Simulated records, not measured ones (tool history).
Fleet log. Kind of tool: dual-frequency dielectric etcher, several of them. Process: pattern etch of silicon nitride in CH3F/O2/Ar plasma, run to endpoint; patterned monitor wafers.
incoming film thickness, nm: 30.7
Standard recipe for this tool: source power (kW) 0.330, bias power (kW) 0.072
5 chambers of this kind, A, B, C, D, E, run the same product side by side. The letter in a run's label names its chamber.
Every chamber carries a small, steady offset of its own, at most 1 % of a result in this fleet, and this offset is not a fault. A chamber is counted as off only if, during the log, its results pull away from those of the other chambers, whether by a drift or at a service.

{"run": "1E", "hour": 6.8, "source power (kW)": 0.33, "bias power (kW)": 0.072, "endpoint time (s)": 48.07}
{"run": "2A", "hour": 13.6, "source power (kW)": 0.33, "bias power (kW)": 0.072, "endpoint time (s)": 47.513}
{"run": "3B", "hour": 22.0, "source power (kW)": 0.33, "bias power (kW)": 0.072, "endpoint time (s)": 47.994}
{"run": "4D", "hour": 29.1, "source power (kW)": 0.33, "bias power (kW)": 0.072, "endpoint time (s)": 47.696}
{"run": "5C", "hour": 33.3, "source power (kW)": 0.36, "bias power (kW)": 0.072, "endpoint time (s)": 46.608}
{"run": "6B", "hour": 38.4, "source power (kW)": 0.36, "bias power (kW)": 0.072, "endpoint time (s)": 46.058}
{"run": "7E", "hour": 44.2, "source power (kW)": 0.36, "bias power (kW)": 0.072, "endpoint time (s)": 45.973}
{"run": "8C", "hour": 51.1, "source power (kW)": 0.36, "bias power (kW)": 0.072, "endpoint time (s)": 46.624}
{"run": "9A", "hour": 57.2, "source power (kW)": 0.36, "bias power (kW)": 0.072, "endpoint time (s)": 45.752}
{"run": "10D", "hour": 63.6, "source power (kW)": 0.3, "bias power (kW)": 0.072, "endpoint time (s)": 49.105}
{"run": "11E", "hour": 68.2, "source power (kW)": 0.3, "bias power (kW)": 0.072, "endpoint time (s)": 48.85}
{"run": "12B", "hour": 73.0, "source power (kW)": 0.3, "bias power (kW)": 0.072, "endpoint time (s)": 49.428}
{"hour": 79.5, "done": "chamber C: wet clean of the chamber"}
{"run": "13C", "hour": 80.1, "source power (kW)": 0.3, "bias power (kW)": 0.072, "endpoint time (s)": 49.624}
{"run": "14A", "hour": 88.4, "source power (kW)": 0.3, "bias power (kW)": 0.072, "endpoint time (s)": 49.475}
{"run": "15D", "hour": 95.1, "source power (kW)": 0.33, "bias power (kW)": 0.072, "endpoint time (s)": 47.171}
{"run": "16D", "hour": 100.2, "source power (kW)": 0.33, "bias power (kW)": 0.072, "endpoint time (s)": 47.36}
{"hour": 102.2, "done": "chamber E: wet clean of the chamber"}
{"run": "17B", "hour": 107.9, "source power (kW)": 0.33, "bias power (kW)": 0.072, "endpoint time (s)": 47.174}
{"run": "18A", "hour": 112.7, "source power (kW)": 0.33, "bias power (kW)": 0.072, "endpoint time (s)": 48.249}
{"run": "19C", "hour": 119.6, "source power (kW)": 0.33, "bias power (kW)": 0.072, "endpoint time (s)": 48.093}
{"run": "20E", "hour": 123.6, "source power (kW)": 0.33, "bias power (kW)": 0.083, "endpoint time (s)": 45.029}
{"run": "21E", "hour": 127.5, "source power (kW)": 0.33, "bias power (kW)": 0.083, "endpoint time (s)": 45.249}
{"run": "22A", "hour": 135.8, "source power (kW)": 0.33, "bias power (kW)": 0.083, "endpoint time (s)": 45.073}
{"run": "23D", "hour": 143.5, "source power (kW)": 0.33, "bias power (kW)": 0.083, "endpoint time (s)": 45.212}
{"run": "24C", "hour": 148.4, "source power (kW)": 0.33, "bias power (kW)": 0.083, "endpoint time (s)": 45.697}
{"run": "25B", "hour": 156.3, "source power (kW)": 0.33, "bias power (kW)": 0.072, "endpoint time (s)": 47.788}
{"hour": 161.4, "done": "chamber D: wet clean of the chamber"}
{"run": "26E", "hour": 163.2, "source power (kW)": 0.33, "bias power (kW)": 0.072, "endpoint time (s)": 47.339}
{"run": "27C", "hour": 171.5, "source power (kW)": 0.33, "bias power (kW)": 0.072, "endpoint time (s)": 48.319}
{"run": "28B", "hour": 175.7, "source power (kW)": 0.33, "bias power (kW)": 0.072, "endpoint time (s)": 47.081}
{"run": "29A", "hour": 184.1, "source power (kW)": 0.36, "bias power (kW)": 0.065, "endpoint time (s)": 47.197}
{"run": "30D", "hour": 188.1, "source power (kW)": 0.36, "bias power (kW)": 0.065, "endpoint time (s)": 47.733}

Next, all 5 chambers run the settings below, one line each with question marks for the results. What does each chamber give?
{"run": "31A", "hour": 194.4, "source power (kW)": 0.38, "bias power (kW)": 0.072, "endpoint time (s)": "?"}
{"run": "31B", "hour": 194.4, "source power (kW)": 0.38, "bias power (kW)": 0.072, "endpoint time (s)": "?"}
{"run": "31C", "hour": 194.4, "source power (kW)": 0.38, "bias power (kW)": 0.072, "endpoint time (s)": "?"}
{"run": "31D", "hour": 194.4, "source power (kW)": 0.38, "bias power (kW)": 0.072, "endpoint time (s)": "?"}
{"run": "31E", "hour": 194.4, "source power (kW)": 0.38, "bias power (kW)": 0.072, "endpoint time (s)": "?"}

run=31A endpoint_time_(s)=44.996
run=31B endpoint_time_(s)=45.450
run=31C endpoint_time_(s)=45.315
run=31D endpoint_time_(s)=45.532
run=31E endpoint_time_(s)=45.269
